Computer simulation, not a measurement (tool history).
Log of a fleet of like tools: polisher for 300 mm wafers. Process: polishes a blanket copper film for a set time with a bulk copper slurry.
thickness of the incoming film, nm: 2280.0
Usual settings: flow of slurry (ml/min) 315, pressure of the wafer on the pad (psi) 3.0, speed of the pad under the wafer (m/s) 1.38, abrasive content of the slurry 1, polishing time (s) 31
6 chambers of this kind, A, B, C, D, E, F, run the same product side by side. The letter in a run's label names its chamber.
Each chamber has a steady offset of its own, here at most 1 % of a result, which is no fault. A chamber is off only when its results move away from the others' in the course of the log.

| run | hour | flow of slurry (ml/min) | pressure of the wafer on the pad (psi) | speed of the pad under the wafer (m/s) | abrasive content of the slurry | polishing time (s) | wafers polished on this pad | hours since the slurry nozzle was cleaned | hours since the head pressure was calibrated | hours since the slurry blender was calibrated | film removed (Å) |
|---|---|---|---|---|---|---|---|---|---|---|---|
|  | 2.8 | chamber E: slurry blender recalibrated |
| 1E | 3.6 | 315 | 3.0 | 1.38 | 1 | 31 | 444 | 198.0 | 228.7 | 0.8 | 3743.0 |
|  | 4.5 | chamber B: worn pad replaced by a new one |
| 2A | 7.1 | 315 | 3.0 | 1.38 | 1 | 31 | 1449 | 57.9 | 160.1 | 123.2 | 3767.7 |
|  | 7.7 | chamber A: worn pad replaced by a new one |
|  | 7.9 | chamber F: worn pad replaced by a new one |
| 3D | 11.0 | 315 | 3.0 | 1.38 | 1 | 31 | 568 | 231.0 | 423.5 | 339.1 | 3692.6 |
| 4B | 13.1 | 315 | 3.0 | 1.38 | 1 | 31 | 115 | 243.5 | 568.5 | 22.4 | 3750.6 |
| 5C | 17.6 | 370 | 3.0 | 1.60 | 1 | 31 | 239 | 131.9 | 260.1 | 88.8 | 4344.8 |
|  | 18.0 | chamber D: slurry nozzle cleaned |
| 6F | 20.8 | 370 | 3.0 | 1.60 | 1 | 31 | 173 | 690.1 | 479.5 | 73.3 | 4362.6 |
|  | 21.0 | chamber F: slurry nozzle cleaned |
| 7C | 23.1 | 370 | 3.0 | 1.60 | 1 | 31 | 313 | 137.4 | 265.6 | 94.3 | 4380.8 |
| 8A | 27.2 | 370 | 3.0 | 1.60 | 1 | 31 | 262 | 78.0 | 180.2 | 143.3 | 4398.0 |
| 9B | 31.1 | 370 | 3.0 | 1.60 | 1 | 31 | 357 | 261.5 | 586.5 | 40.4 | 4372.9 |
| 10E | 34.7 | 370 | 3.0 | 1.60 | 1 | 31 | 862 | 229.1 | 259.8 | 31.9 | 4403.2 |
| 11D | 39.2 | 315 | 3.0 | 1.14 | 1 | 31 | 947 | 21.3 | 451.7 | 367.3 | 3109.3 |
| 12F | 42.4 | 315 | 3.0 | 1.14 | 1 | 31 | 464 | 21.4 | 501.1 | 94.9 | 3098.9 |
| 13D | 46.2 | 315 | 3.0 | 1.14 | 1 | 31 | 1041 | 28.3 | 458.7 | 374.3 | 3031.3 |
| 14A | 49.8 | 315 | 3.0 | 1.14 | 1 | 31 | 566 | 100.6 | 202.8 | 165.9 | 3089.7 |
| 15B | 52.5 | 315 | 3.0 | 1.14 | 1 | 31 | 645 | 282.9 | 607.9 | 61.8 | 3056.0 |
| 16C | 55.4 | 315 | 3.0 | 1.14 | 1 | 31 | 747 | 169.7 | 297.9 | 126.6 | 3075.1 |
| 17E | 58.2 | 315 | 3.0 | 1.38 | 1 | 31 | 1178 | 252.6 | 283.3 | 55.4 | 3752.4 |
| 18F | 61.4 | 315 | 3.0 | 1.38 | 1 | 31 | 719 | 40.4 | 520.1 | 113.9 | 3716.9 |
|  | 62.7 | chamber D: slurry blender recalibrated |
|  | 63.6 | chamber E: slurry nozzle cleaned |
| 19B | 65.3 | 315 | 3.0 | 1.38 | 1 | 26 | 817 | 295.7 | 620.7 | 74.6 | 3124.8 |
| 20C | 67.9 | 315 | 3.0 | 1.38 | 1 | 26 | 915 | 182.2 | 310.4 | 139.1 | 3118.4 |
| 21F | 70.1 | 315 | 3.0 | 1.38 | 1 | 26 | 836 | 49.1 | 528.8 | 122.6 | 3180.7 |
|  | 71.0 | chamber E: worn pad replaced by a new one |
|  | 71.6 | chamber C: worn pad replaced by a new one |
| 22E | 74.2 | 315 | 3.0 | 1.38 | 1 | 26 | 43 | 10.6 | 299.3 | 71.4 | 3161.9 |
|  | 75.8 | chamber B: worn pad replaced by a new one |
| 23D | 76.8 | 315 | 3.0 | 1.38 | 1 | 26 | 1452 | 58.9 | 489.3 | 14.1 | 3060.9 |
| 24A | 80.7 | 315 | 3.0 | 1.38 | 1 | 26 | 982 | 131.5 | 233.7 | 196.8 | 3138.7 |
| 25D | 84.5 | 315 | 3.0 | 1.38 | 1 | 31 | 1556 | 66.6 | 497.0 | 21.8 | 3608.4 |
| 26B | 86.8 | 315 | 3.0 | 1.38 | 1 | 31 | 149 | 317.2 | 642.2 | 96.1 | 3720.4 |
| 27C | 90.3 | 315 | 3.0 | 1.38 | 1 | 31 | 251 | 204.6 | 332.8 | 161.5 | 3707.0 |
| 28F | 92.8 | 315 | 3.0 | 1.38 | 1 | 31 | 1142 | 71.8 | 551.5 | 145.3 | 3755.3 |
|  | 95.1 | chamber A: worn pad replaced by a new one |
| 29E | 97.1 | 315 | 3.0 | 1.38 | 1 | 31 | 351 | 33.5 | 322.2 | 94.3 | 3745.3 |
|  | 97.6 | chamber F: slurry blender recalibrated |
|  | 101.3 | chamber F: worn pad replaced by a new one |
| 30A | 101.7 | 315 | 3.0 | 1.38 | 1 | 31 | 89 | 152.5 | 254.7 | 217.8 | 3729.0 |
| 31F | 105.9 | 265 | 3.4 | 1.38 | 1 | 31 | 62 | 84.9 | 564.6 | 8.3 | 4241.6 |
| 32B | 110.1 | 265 | 3.4 | 1.38 | 1 | 31 | 462 | 340.5 | 665.5 | 119.4 | 4149.9 |
| 33C | 112.1 | 265 | 3.4 | 1.38 | 1 | 31 | 544 | 226.4 | 354.6 | 183.3 | 4181.0 |
| 34D | 115.9 | 265 | 3.4 | 1.38 | 1 | 31 | 1978 | 98.0 | 528.4 | 53.2 | 3929.3 |
| 35E | 118.3 | 265 | 3.4 | 1.38 | 1 | 31 | 636 | 54.7 | 343.4 | 115.5 | 4153.0 |
| 36A | 122.8 | 265 | 3.4 | 1.38 | 1 | 31 | 373 | 173.6 | 275.8 | 238.9 | 4160.4 |
| 37C | 125.7 | 315 | 3.0 | 1.38 | 1 | 31 | 727 | 240.0 | 368.2 | 196.9 | 3759.3 |
| 38E | 128.7 | 315 | 3.0 | 1.38 | 1 | 31 | 776 | 65.1 | 353.8 | 125.9 | 3779.8 |
| 39A | 132.4 | 315 | 3.0 | 1.38 | 1 | 31 | 502 | 183.2 | 285.4 | 248.5 | 3750.4 |
| 40B | 135.9 | 315 | 3.0 | 1.38 | 1 | 31 | 809 | 366.3 | 691.3 | 145.2 | 3734.3 |
| 41D | 139.7 | 315 | 3.0 | 1.38 | 1 | 31 | 2298 | 121.8 | 552.2 | 77.0 | 3359.2 |
| 42F | 143.3 | 315 | 3.0 | 1.38 | 1 | 31 | 565 | 122.3 | 602.0 | 45.7 | 3767.9 |

Next, every chamber runs the same settings. What will each give?
| 43A | 146.6 | 315 | 3.0 | 1.38 | 1 | 31 |  |  |  |  | ? |
| 43B | 146.6 | 315 | 3.0 | 1.38 | 1 | 31 |  |  |  |  | ? |
| 43C | 146.6 | 315 | 3.0 | 1.38 | 1 | 31 |  |  |  |  | ? |
| 43D | 146.6 | 315 | 3.0 | 1.38 | 1 | 31 |  |  |  |  | ? |
| 43E | 146.6 | 315 | 3.0 | 1.38 | 1 | 31 |  |  |  |  | ? |
| 43F | 146.6 | 315 | 3.0 | 1.38 | 1 | 31 |  |  |  |  | ? |

| run | film removed (Å) |
|---|---|
| 43A | 3764.6 |
| 43B | 3670.3 |
| 43C | 3731.0 |
| 43D | 3383.6 |
| 43E | 3732.6 |
| 43F | 3737.0 |
